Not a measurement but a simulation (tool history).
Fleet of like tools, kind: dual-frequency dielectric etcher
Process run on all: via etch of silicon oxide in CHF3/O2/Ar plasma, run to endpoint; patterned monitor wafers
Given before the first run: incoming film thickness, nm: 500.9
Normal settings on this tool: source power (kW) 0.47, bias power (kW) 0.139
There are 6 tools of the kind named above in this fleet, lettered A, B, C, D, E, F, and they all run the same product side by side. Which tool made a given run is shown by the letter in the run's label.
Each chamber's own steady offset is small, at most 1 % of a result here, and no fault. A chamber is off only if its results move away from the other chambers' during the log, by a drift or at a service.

| run | day | source power (kW) | bias power (kW) | hours since the last wet clean | hours since the last source power generator calibration | hours since the last bias power generator calibration | endpoint time (s) |
|---|---|---|---|---|---|---|---|
| 1F | 0.654 | 0.47 | 0.139 | 315.9 | 431.5 | 1806 | 306.07 |
| 2D | 1.05 | 0.47 | 0.139 | 247.2 | 2412.7 | 3751.8 | 303.56 |
| 3B | 1.438 | 0.47 | 0.139 | 351.2 | 419.4 | 2806 | 303.77 |
| 4A | 1.854 | 0.47 | 0.139 | 262.5 | 729.5 | 2217.2 | 300.37 |
| 5C | 2.488 | 0.47 | 0.139 | 154.6 | 289.1 | 1284.3 | 305.73 |
| 6E | 2.983 | 0.47 | 0.139 | 314.8 | 765 | 2437.9 | 303.69 |
| 7A | 3.612 | 0.47 | 0.139 | 304.7 | 771.7 | 2259.4 | 301.58 |
| 8B | 4.142 | 0.47 | 0.139 | 416.1 | 484.3 | 2870.9 | 302.58 |
|  | 4.204 | chamber E: wet clean of the chamber |
|  | 4.258 | chamber B: wet clean of the chamber |
| 9D | 4.504 | 0.51 | 0.139 | 330.1 | 2495.6 | 3834.7 | 294.77 |
|  | 4.546 | chamber B: bias power generator calibrated |
| 10F | 4.833 | 0.51 | 0.139 | 416.2 | 531.8 | 1906.3 | 294.11 |
|  | 4.838 | chamber E: bias power generator calibrated |
| 11C | 5.183 | 0.51 | 0.139 | 219.3 | 353.8 | 1349 | 297.7 |
| 12E | 5.571 | 0.51 | 0.139 | 32.9 | 827.1 | 17.7 | 293.77 |
| 13E | 5.992 | 0.51 | 0.139 | 43 | 837.2 | 27.8 | 294.09 |
| 14A | 6.446 | 0.51 | 0.139 | 372.7 | 839.7 | 2327.4 | 291.85 |
| 15D | 6.779 | 0.47 | 0.139 | 384.7 | 2550.2 | 3889.3 | 306.2 |
|  | 6.9 | chamber D: wet clean of the chamber |
| 16C | 7.138 | 0.47 | 0.139 | 266.2 | 400.7 | 1395.9 | 305.6 |
| 17B | 7.579 | 0.47 | 0.139 | 79.8 | 566.8 | 72.9 | 301.85 |
| 18F | 7.925 | 0.47 | 0.139 | 490.4 | 606 | 1980.5 | 305.99 |
| 19D | 8.579 | 0.47 | 0.139 | 40.4 | 2593.4 | 3932.5 | 293.12 |
| 20E | 9.225 | 0.47 | 0.139 | 120.6 | 914.8 | 105.4 | 304.11 |
| 21B | 9.788 | 0.47 | 0.139 | 132.8 | 619.8 | 125.9 | 301.4 |
| 22A | 10.154 | 0.47 | 0.139 | 461.7 | 928.7 | 2416.4 | 300.27 |
| 23C | 10.617 | 0.47 | 0.139 | 349.7 | 484.2 | 1479.4 | 305.16 |
| 24F | 10.996 | 0.47 | 0.139 | 564.1 | 679.7 | 2054.2 | 303.35 |
| 25D | 11.292 | 0.47 | 0.139 | 105.5 | 2658.5 | 3997.6 | 292.57 |
| 26B | 11.592 | 0.47 | 0.139 | 176.1 | 663.1 | 169.2 | 302.04 |
| 27C | 11.983 | 0.47 | 0.139 | 382.5 | 517 | 1512.2 | 305.81 |
| 28A | 12.438 | 0.47 | 0.139 | 516.5 | 983.5 | 2471.2 | 301.51 |
|  | 12.671 | chamber F: wet clean of the chamber |
|  | 12.675 | chamber D: bias power generator calibrated |
| 29F | 12.908 | 0.47 | 0.139 | 5.7 | 725.6 | 2100.1 | 305 |
| 30E | 13.35 | 0.47 | 0.139 | 219.6 | 1013.8 | 204.4 | 304.03 |
|  | 13.546 | chamber C: wet clean of the chamber |
| 31A | 13.642 | 0.47 | 0.139 | 545.4 | 1012.4 | 2500.1 | 302.4 |
| 32F | 14.154 | 0.47 | 0.139 | 35.6 | 755.5 | 2130 | 304.09 |
| 33C | 14.504 | 0.47 | 0.139 | 23.1 | 577.5 | 1572.7 | 305.92 |
| 34D | 15.096 | 0.47 | 0.139 | 196.8 | 2749.8 | 58.1 | 292.05 |
| 35B | 15.446 | 0.47 | 0.139 | 268.6 | 755.6 | 261.7 | 302.38 |
| 36E | 16.05 | 0.47 | 0.139 | 284.4 | 1078.6 | 269.2 | 305.18 |
| 37F | 16.396 | 0.47 | 0.139 | 89.4 | 809.3 | 2183.8 | 305.5 |
| 38A | 16.983 | 0.47 | 0.139 | 625.6 | 1092.6 | 2580.3 | 302.71 |

For the next run the whole fleet of 6 chambers uses the same settings. Give each chamber's results:
| 39A | 17.454 | 0.4 | 0.139 |  |  |  | ? |
| 39B | 17.454 | 0.4 | 0.139 |  |  |  | ? |
| 39C | 17.454 | 0.4 | 0.139 |  |  |  | ? |
| 39D | 17.454 | 0.4 | 0.139 |  |  |  | ? |
| 39E | 17.454 | 0.4 | 0.139 |  |  |  | ? |
| 39F | 17.454 | 0.4 | 0.139 |  |  |  | ? |

| run | endpoint time (s) |
|---|---|
| 39A | 320.72 |
| 39B | 321.77 |
| 39C | 323.78 |
| 39D | 313.06 |
| 39E | 323.3 |
| 39F | 323.85 |
